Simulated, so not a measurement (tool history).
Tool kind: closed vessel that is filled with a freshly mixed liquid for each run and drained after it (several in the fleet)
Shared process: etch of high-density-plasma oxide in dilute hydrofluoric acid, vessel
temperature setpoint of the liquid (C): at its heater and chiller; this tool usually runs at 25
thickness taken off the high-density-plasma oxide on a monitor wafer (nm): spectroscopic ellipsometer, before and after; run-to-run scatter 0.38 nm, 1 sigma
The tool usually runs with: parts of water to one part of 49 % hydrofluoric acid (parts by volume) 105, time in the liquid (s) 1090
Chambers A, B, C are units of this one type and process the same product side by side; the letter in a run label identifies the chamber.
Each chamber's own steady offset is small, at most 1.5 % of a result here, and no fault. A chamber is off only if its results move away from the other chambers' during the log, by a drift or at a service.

run,day,temperature setpoint of the liquid (C),parts of water to one part of 49 % hydrofluoric acid (parts by volume),time in the liquid (s),hours since the thermometer was replaced,hours since the hydrofluoric acid flow meter was replaced,"read-back film thickness of the high-density-plasma oxide reference wafer, read on the same gauge (nm)",thickness taken off the high-density-plasma oxide on a monitor wafer (nm)
1C,0.583,25,105,1090,181,410.6,49.986,54.229
2A,0.996,25,105,1090,876.4,733.3,50.031,54.38
3B,1.383,25,105,1090,1347.8,353.1,49.949,55.323
4C,1.829,25,105,1090,210.9,440.5,50.015,54.333
5A,2.375,25,105,1090,909.5,766.4,50.024,54.812
6B,2.692,27.5,130,1090,1379.2,384.5,49.97,47.112
7C,3.292,27.5,130,1090,246,475.6,49.998,47.223
8B,3.796,27.5,130,1090,1405.7,411,49.974,47.513
9A,4.083,23,105,895,950.5,807.4,50.036,41.313
10A,4.529,23,105,895,961.2,818.1,50.019,41.577
11B,5.092,23,105,895,1436.8,442.1,49.986,41.242
12C,5.529,25,105,1090,299.7,529.3,49.991,54.592
13A,5.9,25,105,1090,994.1,851,49.998,55.537
14B,6.238,25,105,1090,1464.3,469.6,49.996,53.467
15C,6.696,25,105,1090,327.7,557.3,50.011,54.841
16C,7.154,25,105,1090,338.7,568.3,49.999,54.589
17B,7.588,25,105,1090,1496.7,502,50.006,52.634
18A,8.096,25,105,1090,1046.8,903.7,49.999,55.026
19C,8.475,25,105,1090,370.4,600,49.991,54.53
20A,8.842,27.5,105,1090,1064.7,921.6,50.013,61.358
21B,9.3,27.5,105,1090,1537.8,543.1,49.976,56.49
22C,9.725,27.5,105,1090,400.4,630,50.009,60.2
23A,9.992,25,105,1090,1092.3,949.2,49.992,54.816
24B,10.3,25,105,1090,1561.8,567.1,50.01,50.173

One chamber off, gauge drift, or nothing amiss beyond the chambers' own small offsets? If it is a chamber, which one, and what is the likeliest cause?

Little by little, chamber B moves away from the other chambers.
What lies behind it: liquid colder than its thermometer reads (K) = 2.52.
The log may not tell that from: hydrofluoric acid flow below the setpoint (%).

Here are 4 candidates for chamber B's next run, each the usual settings with a change, their results left as question marks. Which one brings its results back in line with what the others give on the usual settings?
A result is in line if it is within this distance of the other chambers' mean on the usual settings: thickness taken off the high-density-plasma oxide on a monitor wafer (nm) 1.3
25B-1,10.742,24,105,1090,,,,?
25B-2,10.742,25,105,1190,,,,?
25B-3,10.742,25,105,1005,,,,?
25B-4,10.742,25,105,1140,,,,?

Average result of the remaining chambers running the usual settings: thickness taken off the high-density-plasma oxide on a monitor wafer (nm) 54.736
run,thickness taken off the high-density-plasma oxide on a monitor wafer (nm)
25B-1,48.148
25B-2,54.721
25B-3,46.214
25B-4,52.422
Change 25B-2 lands the chamber within the allowed miss of the other chambers.
